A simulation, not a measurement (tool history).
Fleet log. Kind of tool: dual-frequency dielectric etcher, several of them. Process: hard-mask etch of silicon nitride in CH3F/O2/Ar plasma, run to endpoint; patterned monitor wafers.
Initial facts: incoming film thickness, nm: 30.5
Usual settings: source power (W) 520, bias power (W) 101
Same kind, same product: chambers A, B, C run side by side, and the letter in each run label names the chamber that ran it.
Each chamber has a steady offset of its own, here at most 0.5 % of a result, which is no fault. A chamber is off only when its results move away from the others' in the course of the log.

run,hour,source power (W),bias power (W),hours since the last wet clean,hours since the last source power generator calibration,hours since the last bias power generator calibration,endpoint time (s)
1A,6.6,520,101,59.6,2416.6,1247.8,35.869
2B,19.2,520,101,97.8,1341.3,2199.4,35.620
3C,33.0,520,101,456.7,747.2,1427.3,35.392
4B,42.8,520,101,121.4,1364.9,2223.0,35.324
5C,55.6,520,101,479.3,769.8,1449.9,35.466
6A,64.8,520,101,117.8,2474.8,1306.0,35.515
7B,78.8,520,101,157.4,1400.9,2259.0,35.384
8C,87.5,520,101,511.2,801.7,1481.8,35.679
9A,97.3,520,101,150.3,2507.3,1338.5,35.699
10C,105.1,410,115,528.8,819.3,1499.4,37.011
11A,118.9,410,115,171.9,2528.9,1360.1,37.003
12B,133.3,410,115,211.9,1455.4,2313.5,36.842
# hour 145.6: chamber C: wet clean of the chamber
13A,147.9,520,101,200.9,2557.9,1389.1,35.472
14B,157.1,520,101,235.7,1479.2,2337.3,35.459
15C,167.1,520,101,21.6,881.3,1561.4,35.408
16B,176.9,520,101,255.5,1499.0,2357.1,35.369
17A,185.6,520,101,238.6,2595.6,1426.8,35.593
18C,197.8,590,84,52.3,912.0,1592.1,36.155
19B,211.2,590,84,289.8,1533.3,2391.4,36.061
20A,221.6,590,84,274.6,2631.6,1462.8,36.306
21C,228.3,520,101,82.8,942.5,1622.6,35.422
22B,242.9,520,101,321.5,1565.0,2423.1,35.279
23A,253.0,520,101,306.0,2663.0,1494.2,35.690
24C,263.2,520,101,117.7,977.4,1657.5,35.462
25A,270.9,520,101,323.9,2680.9,1512.1,35.704
26B,277.9,410,101,356.5,1600.0,2458.1,38.522
27C,285.6,410,101,140.1,999.8,1679.9,38.796
28A,298.2,410,101,351.2,2708.2,1539.4,38.822
29B,308.9,520,101,387.5,1631.0,2489.1,35.300
30C,321.9,520,101,176.4,1036.1,1716.2,35.401
# hour 328.5: chamber A: wet clean of the chamber
31C,336.1,520,101,190.6,1050.3,1730.4,35.199
32A,346.3,520,101,17.9,2756.3,1587.5,35.437
33B,354.4,520,101,433.0,1676.5,2534.6,35.465
34B,362.7,520,101,441.3,1684.8,2542.9,35.251
35A,374.3,520,77,45.9,2784.3,1615.5,39.409
36C,383.3,520,77,237.8,1097.5,1777.6,38.971

All 3 chambers run these settings next. Forecast each chamber's results:
37A,393.8,520,110,,,,?
37B,393.8,520,110,,,,?
37C,393.8,520,110,,,,?

run,endpoint time (s)
37A,34.655
37B,34.308
37C,34.386
